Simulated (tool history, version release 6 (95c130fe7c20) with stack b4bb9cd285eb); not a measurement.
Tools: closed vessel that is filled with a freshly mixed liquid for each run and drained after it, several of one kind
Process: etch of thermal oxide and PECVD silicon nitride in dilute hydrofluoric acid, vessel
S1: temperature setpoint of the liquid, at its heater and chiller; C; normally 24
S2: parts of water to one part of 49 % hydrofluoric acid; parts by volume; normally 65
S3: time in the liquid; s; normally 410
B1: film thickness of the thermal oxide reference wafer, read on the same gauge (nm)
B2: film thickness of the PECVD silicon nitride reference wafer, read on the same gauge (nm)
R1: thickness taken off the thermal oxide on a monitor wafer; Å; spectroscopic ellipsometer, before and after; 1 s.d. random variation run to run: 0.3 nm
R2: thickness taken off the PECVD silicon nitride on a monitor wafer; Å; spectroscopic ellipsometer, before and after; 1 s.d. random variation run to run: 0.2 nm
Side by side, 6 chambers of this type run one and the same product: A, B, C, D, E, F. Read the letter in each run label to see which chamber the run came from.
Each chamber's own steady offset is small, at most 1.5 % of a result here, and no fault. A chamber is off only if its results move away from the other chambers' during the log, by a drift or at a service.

{"run": "1B", "day": 0.242, "S1": 24, "S2": 65, "S3": 410, "B1": 29.997, "B2": 139.96, "R1": 305.46, "R2": 291.05}
{"run": "2D", "day": 0.546, "S1": 24, "S2": 65, "S3": 410, "B1": 29.993, "B2": 140, "R1": 311.72, "R2": 293.84}
{"run": "3A", "day": 0.871, "S1": 24, "S2": 65, "S3": 410, "B1": 30.008, "B2": 140, "R1": 315.2, "R2": 295.23}
{"run": "4F", "day": 1.383, "S1": 24, "S2": 65, "S3": 410, "B1": 29.999, "B2": 140, "R1": 308.78, "R2": 294.75}
{"run": "5C", "day": 1.646, "S1": 24, "S2": 65, "S3": 410, "B1": 30.003, "B2": 140.02, "R1": 307.58, "R2": 287.49}
{"run": "6E", "day": 2.154, "S1": 24, "S2": 65, "S3": 410, "B1": 30.01, "B2": 140.02, "R1": 307.54, "R2": 292.81}
{"run": "7A", "day": 2.446, "S1": 24, "S2": 65, "S3": 410, "B1": 29.995, "B2": 140.01, "R1": 308.16, "R2": 296.72}
{"run": "8B", "day": 2.971, "S1": 24, "S2": 65, "S3": 410, "B1": 30.004, "B2": 140.02, "R1": 304.88, "R2": 293.08}
{"run": "9E", "day": 3.308, "S1": 24, "S2": 65, "S3": 410, "B1": 29.988, "B2": 140, "R1": 312.31, "R2": 294.89}
{"run": "10D", "day": 3.55, "S1": 26, "S2": 65, "S3": 190, "B1": 30.015, "B2": 139.99, "R1": 153.67, "R2": 154.9}
{"run": "11C", "day": 3.979, "S1": 26, "S2": 65, "S3": 190, "B1": 29.979, "B2": 140.01, "R1": 153.37, "R2": 151.91}
{"run": "12F", "day": 4.35, "S1": 26, "S2": 65, "S3": 190, "B1": 29.994, "B2": 140.02, "R1": 153.8, "R2": 156.07}
{"run": "13B", "day": 4.812, "S1": 26, "S2": 65, "S3": 190, "B1": 29.999, "B2": 140.04, "R1": 157, "R2": 154.75}
{"run": "14C", "day": 5.062, "S1": 26, "S2": 65, "S3": 190, "B1": 29.991, "B2": 139.97, "R1": 154.87, "R2": 155.27}
{"run": "15D", "day": 5.521, "S1": 26, "S2": 65, "S3": 190, "B1": 29.979, "B2": 139.97, "R1": 159.16, "R2": 155.29}
{"day": 5.875, "done": "chamber D: thermometer replaced"}
{"run": "16F", "day": 5.988, "S1": 24, "S2": 65, "S3": 410, "B1": 29.992, "B2": 140, "R1": 313.72, "R2": 293.75}
{"run": "17A", "day": 6.404, "S1": 24, "S2": 65, "S3": 410, "B1": 30.014, "B2": 140, "R1": 307.78, "R2": 294.84}
{"day": 6.483, "done": "chamber A: thermometer replaced"}
{"run": "18E", "day": 6.65, "S1": 24, "S2": 65, "S3": 410, "B1": 29.996, "B2": 140.02, "R1": 311.71, "R2": 297.98}
{"day": 6.833, "done": "chamber C: hydrofluoric acid flow meter replaced"}
{"run": "19B", "day": 6.912, "S1": 24, "S2": 85, "S3": 550, "B1": 29.981, "B2": 139.99, "R1": 302.62, "R2": 303.03}
{"run": "20D", "day": 7.471, "S1": 24, "S2": 85, "S3": 550, "B1": 30.006, "B2": 140.01, "R1": 307.47, "R2": 301.47}
{"run": "21E", "day": 7.742, "S1": 24, "S2": 85, "S3": 550, "B1": 29.991, "B2": 140.02, "R1": 311.99, "R2": 303.75}
{"run": "22A", "day": 8.05, "S1": 24, "S2": 85, "S3": 550, "B1": 30.001, "B2": 140, "R1": 308.42, "R2": 307.5}
{"run": "23F", "day": 8.321, "S1": 24, "S2": 85, "S3": 550, "B1": 29.991, "B2": 140.01, "R1": 304.71, "R2": 302.51}
{"run": "24C", "day": 8.654, "S1": 24, "S2": 85, "S3": 550, "B1": 30.003, "B2": 140, "R1": 310.28, "R2": 300.73}
{"run": "25B", "day": 8.917, "S1": 24, "S2": 65, "S3": 410, "B1": 29.983, "B2": 139.98, "R1": 304.13, "R2": 293.84}
{"run": "26A", "day": 9.375, "S1": 24, "S2": 65, "S3": 410, "B1": 30.006, "B2": 140.03, "R1": 310.08, "R2": 297.51}
{"run": "27E", "day": 9.804, "S1": 27, "S2": 35, "S3": 410, "B1": 30.007, "B2": 139.98, "R1": 660.23, "R2": 640.32}
{"run": "28C", "day": 10.25, "S1": 27, "S2": 35, "S3": 410, "B1": 29.987, "B2": 140, "R1": 651.02, "R2": 639.23}
{"run": "29D", "day": 10.783, "S1": 27, "S2": 35, "S3": 410, "B1": 30.001, "B2": 139.99, "R1": 683.72, "R2": 659.05}
{"run": "30F", "day": 11.275, "S1": 27, "S2": 35, "S3": 410, "B1": 30.004, "B2": 139.96, "R1": 676.61, "R2": 664.09}
{"run": "31F", "day": 11.754, "S1": 27, "S2": 35, "S3": 410, "B1": 29.984, "B2": 140.01, "R1": 693.46, "R2": 664.32}
{"run": "32B", "day": 12.142, "S1": 27, "S2": 35, "S3": 410, "B1": 29.973, "B2": 139.98, "R1": 673.85, "R2": 656.17}
{"run": "33D", "day": 12.617, "S1": 24, "S2": 50, "S3": 410, "B1": 29.995, "B2": 140.01, "R1": 412.96, "R2": 376.12}
{"run": "34C", "day": 13.121, "S1": 24, "S2": 50, "S3": 410, "B1": 30.015, "B2": 139.99, "R1": 411.28, "R2": 374.98}
{"run": "35A", "day": 13.675, "S1": 24, "S2": 50, "S3": 410, "B1": 30.011, "B2": 140, "R1": 409.53, "R2": 381.85}
{"run": "36E", "day": 14.012, "S1": 24, "S2": 50, "S3": 410, "B1": 30.021, "B2": 140, "R1": 403.52, "R2": 384.65}
{"run": "37D", "day": 14.325, "S1": 24, "S2": 50, "S3": 410, "B1": 30.012, "B2": 140, "R1": 408.81, "R2": 377.81}
{"run": "38C", "day": 14.792, "S1": 24, "S2": 50, "S3": 410, "B1": 29.993, "B2": 139.98, "R1": 405.09, "R2": 374.69}
{"run": "39F", "day": 15.267, "S1": 24, "S2": 65, "S3": 410, "B1": 30.006, "B2": 140, "R1": 309.35, "R2": 295.77}
{"run": "40E", "day": 15.633, "S1": 24, "S2": 65, "S3": 410, "B1": 29.999, "B2": 139.99, "R1": 310.16, "R2": 295.5}
{"run": "41A", "day": 16.108, "S1": 24, "S2": 65, "S3": 410, "B1": 30.002, "B2": 139.99, "R1": 312.93, "R2": 298.1}
{"run": "42B", "day": 16.662, "S1": 24, "S2": 65, "S3": 410, "B1": 30.011, "B2": 139.97, "R1": 304.36, "R2": 289.6}
{"run": "43D", "day": 17.0, "S1": 24, "S2": 65, "S3": 410, "B1": 30.015, "B2": 139.98, "R1": 314.35, "R2": 291.27}
{"run": "44A", "day": 17.438, "S1": 24, "S2": 65, "S3": 410, "B1": 29.997, "B2": 140, "R1": 312.09, "R2": 294.9}

Which is it: a chamber that has drifted or been left off by a service, a gauge drift common to all chambers, or only each chamber's usual small offset? If a chamber is off, name it and its likeliest cause.

No chamber stands off beyond its own small offset, and the gauge holds steady.
